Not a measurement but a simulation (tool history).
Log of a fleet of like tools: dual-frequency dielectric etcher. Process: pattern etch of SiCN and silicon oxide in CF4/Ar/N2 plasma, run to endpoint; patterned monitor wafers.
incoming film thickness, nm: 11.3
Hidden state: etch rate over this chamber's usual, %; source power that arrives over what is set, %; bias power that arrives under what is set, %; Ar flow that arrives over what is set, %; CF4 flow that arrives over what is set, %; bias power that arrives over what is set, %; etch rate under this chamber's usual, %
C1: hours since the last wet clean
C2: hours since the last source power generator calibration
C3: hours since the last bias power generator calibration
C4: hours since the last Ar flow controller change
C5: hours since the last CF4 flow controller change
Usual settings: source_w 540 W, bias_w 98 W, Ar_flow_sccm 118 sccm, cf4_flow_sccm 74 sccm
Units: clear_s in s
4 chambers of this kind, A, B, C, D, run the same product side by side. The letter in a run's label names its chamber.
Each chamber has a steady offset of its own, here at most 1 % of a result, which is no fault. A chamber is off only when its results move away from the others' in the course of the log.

Run 1B, day 0.304: usual settings; C1 318.6; C2 952.6; C3 371.3; C4 955.5; C5 2166.5. Result: clear_s 10.196 s.
Run 2A, day 0.817: usual settings; C1 519.5; C2 470.2; C3 536.8; C4 4374.1; C5 2076.8. Result: clear_s 10.303 s.
Run 3D, day 1.158: usual settings; C1 302.2; C2 2998.5; C3 531.6; C4 133.2; C5 48. Result: clear_s 10.188 s.
Run 4C, day 1.417: usual settings; C1 501.2; C2 1951.2; C3 702.3; C4 2142.8; C5 550.9. Result: clear_s 10.27 s.
Run 5B, day 1.692: usual settings; C1 351.9; C2 985.9; C3 404.6; C4 988.8; C5 2199.8. Result: clear_s 10.192 s.
At day 1.742: chamber A: wet clean of the chamber.
Run 6C, day 2.258: usual settings but source_w 500 W; C1 521.4; C2 1971.4; C3 722.5; C4 2163; C5 571.1. Result: clear_s 10.864 s.
Run 7A, day 2.567: usual settings but source_w 500 W; C1 19.8; C2 512.2; C3 578.8; C4 4416.1; C5 2118.8. Result: clear_s 10.89 s.
At day 2.888: chamber C: wet clean of the chamber.
Run 8D, day 3.121: usual settings but source_w 500 W; C1 349.3; C2 3045.6; C3 578.7; C4 180.3; C5 95.1. Result: clear_s 10.947 s.
Run 9D, day 3.471: usual settings but source_w 500 W; C1 357.7; C2 3054; C3 587.1; C4 188.7; C5 103.5. Result: clear_s 10.845 s.
Run 10C, day 3.754: usual settings; C1 20.9; C2 2007.3; C3 758.4; C4 2198.9; C5 607. Result: clear_s 10.175 s.
Run 11A, day 4.125: usual settings; C1 57.2; C2 549.6; C3 616.2; C4 4453.5; C5 2156.2. Result: clear_s 10.256 s.
Run 12B, day 4.45: usual settings; C1 418.1; C2 1052.1; C3 470.8; C4 1055; C5 2266. Result: clear_s 10.264 s.
Run 13C, day 4.912: usual settings; C1 48.7; C2 2035.1; C3 786.2; C4 2226.7; C5 634.8. Result: clear_s 10.132 s.
Run 14D, day 5.35: usual settings; C1 402.8; C2 3099.1; C3 632.2; C4 233.8; C5 148.6. Result: clear_s 10.209 s.
Run 15A, day 5.712: usual settings; C1 95.3; C2 587.7; C3 654.3; C4 4491.6; C5 2194.3. Result: clear_s 10.253 s.
Run 16B, day 6.133: usual settings; C1 458.5; C2 1092.5; C3 511.2; C4 1095.4; C5 2306.4. Result: clear_s 10.196 s.
Run 17C, day 6.554: usual settings; C1 88.1; C2 2074.5; C3 825.6; C4 2266.1; C5 674.2. Result: clear_s 10.161 s.
Run 18A, day 7.133: usual settings; C1 129.4; C2 621.8; C3 688.4; C4 4525.7; C5 2228.4. Result: clear_s 10.311 s.
Run 19D, day 7.629: usual settings; C1 457.5; C2 3153.8; C3 686.9; C4 288.5; C5 203.3. Result: clear_s 10.201 s.
Run 20B, day 8.217: usual settings; C1 508.5; C2 1142.5; C3 561.2; C4 1145.4; C5 2356.4. Result: clear_s 10.221 s.
Run 21A, day 8.529: usual settings but bias_w 75 W, cf4_flow_sccm 90 sccm; C1 162.9; C2 655.3; C3 721.9; C4 4559.2; C5 2261.9. Result: clear_s 10.808 s.
Run 22B, day 8.858: usual settings but bias_w 75 W, cf4_flow_sccm 90 sccm; C1 523.9; C2 1157.9; C3 576.6; C4 1160.8; C5 2371.8. Result: clear_s 10.805 s.
Run 23D, day 9.321: usual settings but bias_w 75 W, cf4_flow_sccm 90 sccm; C1 498.1; C2 3194.4; C3 727.5; C4 329.1; C5 243.9. Result: clear_s 10.845 s.
Run 24C, day 9.812: usual settings but bias_w 75 W, cf4_flow_sccm 90 sccm; C1 166.3; C2 2152.7; C3 903.8; C4 2344.3; C5 752.4. Result: clear_s 10.824 s.
Run 25C, day 10.229: usual settings; C1 176.3; C2 2162.7; C3 913.8; C4 2354.3; C5 762.4. Result: clear_s 10.297 s.
At day 10.442: chamber A: Ar flow controller replaced.
Run 26A, day 10.5: usual settings; C1 210.2; C2 702.6; C3 769.2; C4 1.4; C5 2309.2. Result: clear_s 10.226 s.
Run 27D, day 10.858: usual settings; C1 535; C2 3231.3; C3 764.4; C4 366; C5 280.8. Result: clear_s 10.211 s.
At day 11.038: chamber D: wet clean of the chamber.
Run 28B, day 11.312: usual settings; C1 582.8; C2 1216.8; C3 635.5; C4 1219.7; C5 2430.7. Result: clear_s 10.212 s.
At day 11.567: chamber B: wet clean of the chamber.
Run 29B, day 11.854: usual settings; C1 7; C2 1229.8; C3 648.5; C4 1232.7; C5 2443.7. Result: clear_s 10.167 s.
Run 30A, day 12.162: usual settings; C1 250.1; C2 742.5; C3 809.1; C4 41.3; C5 2349.1. Result: clear_s 10.349 s.
Run 31D, day 12.596: usual settings; C1 37.4; C2 3273; C3 806.1; C4 407.7; C5 322.5. Result: clear_s 10.134 s.
Run 32C, day 12.971: usual settings but bias_w 120 W; C1 242.1; C2 2228.5; C3 979.6; C4 2420.1; C5 828.2. Result: clear_s 9.4669 s.
Run 33A, day 13.267: usual settings but bias_w 120 W; C1 276.6; C2 769; C3 835.6; C4 67.8; C5 2375.6. Result: clear_s 9.4433 s.
Run 34C, day 13.629: usual settings but bias_w 120 W; C1 257.9; C2 2244.3; C3 995.4; C4 2435.9; C5 844. Result: clear_s 9.5674 s.
Run 35D, day 14.179: usual settings but bias_w 120 W; C1 75.4; C2 3311; C3 844.1; C4 445.7; C5 360.5. Result: clear_s 9.3876 s.

Next, every chamber runs the same settings. What will each give?
Run 36A, day 14.604: usual settings but source_w 620 W. Result: clear_s ?.
Run 36B, day 14.604: usual settings but source_w 620 W. Result: clear_s ?.
Run 36C, day 14.604: usual settings but source_w 620 W. Result: clear_s ?.
Run 36D, day 14.604: usual settings but source_w 620 W. Result: clear_s ?.

run  clear_s
36A   9.0983
36B   9.1336
36C   8.9608
36D   9.1108
